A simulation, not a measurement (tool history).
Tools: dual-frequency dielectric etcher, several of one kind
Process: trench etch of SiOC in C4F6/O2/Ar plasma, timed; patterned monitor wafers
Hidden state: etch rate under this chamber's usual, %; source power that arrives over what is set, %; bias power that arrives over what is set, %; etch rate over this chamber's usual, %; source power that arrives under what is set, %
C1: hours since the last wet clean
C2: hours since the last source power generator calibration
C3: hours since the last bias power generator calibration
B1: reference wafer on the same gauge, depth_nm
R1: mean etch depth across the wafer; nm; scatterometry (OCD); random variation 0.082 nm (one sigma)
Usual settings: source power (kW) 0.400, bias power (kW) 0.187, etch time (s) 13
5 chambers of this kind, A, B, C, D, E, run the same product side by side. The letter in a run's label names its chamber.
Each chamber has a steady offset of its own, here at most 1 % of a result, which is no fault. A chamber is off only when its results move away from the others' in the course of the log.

Run 1D, hour 5.7: usual settings; C1 484.0; C2 2603.4; C3 449.5; B1 28.706. Result: R1 26.982 nm.
Run 2A, hour 10.0: usual settings; C1 489.2; C2 1241.3; C3 3489.2; B1 28.705. Result: R1 27.055 nm.
Run 3E, hour 17.8: usual settings; C1 455.1; C2 2265.0; C3 2118.2; B1 28.696. Result: R1 27.395 nm.
At hour 23.5: chamber D: wet clean of the chamber.
Run 4B, hour 23.8: usual settings; C1 392.2; C2 2705.7; C3 991.5; B1 28.688. Result: R1 27.344 nm.
Run 5C, hour 30.4: usual settings; C1 103.2; C2 524.5; C3 724.5; B1 28.687. Result: R1 27.200 nm.
Run 6A, hour 34.7: usual settings; C1 513.9; C2 1266.0; C3 3513.9; B1 28.713. Result: R1 27.258 nm.
Run 7D, hour 43.9: usual settings but bias power (kW) 0.230; C1 20.4; C2 2641.6; C3 487.7; B1 28.721. Result: R1 29.039 nm.
Run 8B, hour 52.5: usual settings but bias power (kW) 0.230; C1 420.9; C2 2734.4; C3 1020.2; B1 28.692. Result: R1 29.418 nm.
Run 9E, hour 60.9: usual settings but bias power (kW) 0.230; C1 498.2; C2 2308.1; C3 2161.3; B1 28.698. Result: R1 29.224 nm.
Run 10C, hour 66.3: usual settings but bias power (kW) 0.230; C1 139.1; C2 560.4; C3 760.4; B1 28.726. Result: R1 29.053 nm.
Run 11C, hour 70.8: usual settings but bias power (kW) 0.230; C1 143.6; C2 564.9; C3 764.9; B1 28.699. Result: R1 29.347 nm.
Run 12D, hour 75.5: usual settings; C1 52.0; C2 2673.2; C3 519.3; B1 28.695. Result: R1 26.974 nm.
Run 13B, hour 81.6: usual settings; C1 450.0; C2 2763.5; C3 1049.3; B1 28.685. Result: R1 27.502 nm.
At hour 84.5: chamber A: wet clean of the chamber.
Run 14A, hour 86.5: usual settings; C1 2.0; C2 1317.8; C3 3565.7; B1 28.698. Result: R1 27.135 nm.
Run 15E, hour 94.1: usual settings; C1 531.4; C2 2341.3; C3 2194.5; B1 28.713. Result: R1 27.386 nm.
At hour 101.8: chamber E: source power generator calibrated.
Run 16B, hour 101.8: usual settings; C1 470.2; C2 2783.7; C3 1069.5; B1 28.719. Result: R1 27.623 nm.
Run 17D, hour 105.9: usual settings; C1 82.4; C2 2703.6; C3 549.7; B1 28.671. Result: R1 27.100 nm.
Run 18E, hour 112.5: usual settings; C1 549.8; C2 10.7; C3 2212.9; B1 28.701. Result: R1 27.392 nm.
At hour 112.6: chamber E: wet clean of the chamber.
Run 19A, hour 117.2: usual settings; C1 32.7; C2 1348.5; C3 3596.4; B1 28.681. Result: R1 27.236 nm.
Run 20C, hour 122.5: usual settings; C1 195.3; C2 616.6; C3 816.6; B1 28.709. Result: R1 27.474 nm.
At hour 126.2: chamber E: bias power generator calibrated.
Run 21B, hour 126.9: usual settings but source power (kW) 0.320, etch time (s) 10; C1 495.3; C2 2808.8; C3 1094.6; B1 28.700. Result: R1 19.326 nm.
Run 22E, hour 131.3: usual settings but source power (kW) 0.320, etch time (s) 10; C1 18.8; C2 29.5; C3 5.2; B1 28.708. Result: R1 19.889 nm.
Run 23C, hour 140.3: usual settings but source power (kW) 0.320, etch time (s) 10; C1 213.1; C2 634.4; C3 834.4; B1 28.706. Result: R1 19.175 nm.
Run 24D, hour 146.6: usual settings but source power (kW) 0.320, etch time (s) 10; C1 123.1; C2 2744.3; C3 590.4; B1 28.706. Result: R1 19.165 nm.
Run 25A, hour 151.0: usual settings but source power (kW) 0.320, etch time (s) 10; C1 66.5; C2 1382.3; C3 3630.2; B1 28.684. Result: R1 19.195 nm.
Run 26E, hour 160.0: usual settings; C1 47.5; C2 58.2; C3 33.9; B1 28.702. Result: R1 28.013 nm.
Run 27C, hour 165.1: usual settings; C1 237.9; C2 659.2; C3 859.2; B1 28.697. Result: R1 27.284 nm.
Run 28D, hour 169.2: usual settings; C1 145.7; C2 2766.9; C3 613.0; B1 28.687. Result: R1 27.072 nm.
At hour 171.5: chamber B: wet clean of the chamber.
Run 29B, hour 174.7: usual settings; C1 3.2; C2 2856.6; C3 1142.4; B1 28.696. Result: R1 27.490 nm.
Run 30A, hour 182.3: usual settings; C1 97.8; C2 1413.6; C3 3661.5; B1 28.720. Result: R1 27.137 nm.
Run 31B, hour 188.0: usual settings; C1 16.5; C2 2869.9; C3 1155.7; B1 28.712. Result: R1 27.424 nm.
Run 32A, hour 193.0: usual settings; C1 108.5; C2 1424.3; C3 3672.2; B1 28.699. Result: R1 27.142 nm.
Run 33C, hour 197.6: usual settings; C1 270.4; C2 691.7; C3 891.7; B1 28.703. Result: R1 27.277 nm.
Run 34D, hour 205.7: usual settings; C1 182.2; C2 2803.4; C3 649.5; B1 28.696. Result: R1 27.087 nm.
Run 35E, hour 213.3: usual settings; C1 100.8; C2 111.5; C3 87.2; B1 28.702. Result: R1 28.180 nm.
Run 36C, hour 220.6: usual settings; C1 293.4; C2 714.7; C3 914.7; B1 28.665. Result: R1 27.343 nm.
Run 37E, hour 229.3: usual settings; C1 116.8; C2 127.5; C3 103.2; B1 28.707. Result: R1 28.089 nm.
Run 38A, hour 237.1: usual settings; C1 152.6; C2 1468.4; C3 3716.3; B1 28.688. Result: R1 27.099 nm.
Run 39B, hour 245.6: usual settings; C1 74.1; C2 2927.5; C3 1213.3; B1 28.712. Result: R1 27.462 nm.
Run 40D, hour 253.8: usual settings; C1 230.3; C2 2851.5; C3 697.6; B1 28.676. Result: R1 27.137 nm.
Run 41D, hour 262.3: usual settings; C1 238.8; C2 2860.0; C3 706.1; B1 28.706. Result: R1 27.149 nm.
Run 42E, hour 268.2: usual settings; C1 155.7; C2 166.4; C3 142.1; B1 28.680. Result: R1 28.019 nm.

What goes on in this fleet: one chamber off, a drifting gauge, or nothing beyond the chambers' own small offsets? Name the chamber and the cause, if any.

A service left chamber E off against the others.
Cause: etch rate over this chamber's usual, % = 2.69.

Here are 4 candidates for chamber E's next run, each the usual settings with a change, their results left as question marks. Which one brings its results back in line with what the others give on the usual settings?
In line means no further than this from the other chambers' mean on the usual settings: R1 0.280 nm
Run 43E-1, hour 274.8: usual settings but source power (kW) 0.370. Result: R1 ?.
Run 43E-2, hour 274.8: usual settings but bias power (kW) 0.195. Result: R1 ?.
Run 43E-3, hour 274.8: usual settings but source power (kW) 0.420, bias power (kW) 0.195. Result: R1 ?.
Run 43E-4, hour 274.8: usual settings but bias power (kW) 0.179. Result: R1 ?.

The other chambers' mean on the usual settings: R1 27.261 nm
  run      R1
43E-1  27.328
43E-2  28.547
43E-3  29.089
43E-4  27.769
43E-1 brings the chamber back in line.

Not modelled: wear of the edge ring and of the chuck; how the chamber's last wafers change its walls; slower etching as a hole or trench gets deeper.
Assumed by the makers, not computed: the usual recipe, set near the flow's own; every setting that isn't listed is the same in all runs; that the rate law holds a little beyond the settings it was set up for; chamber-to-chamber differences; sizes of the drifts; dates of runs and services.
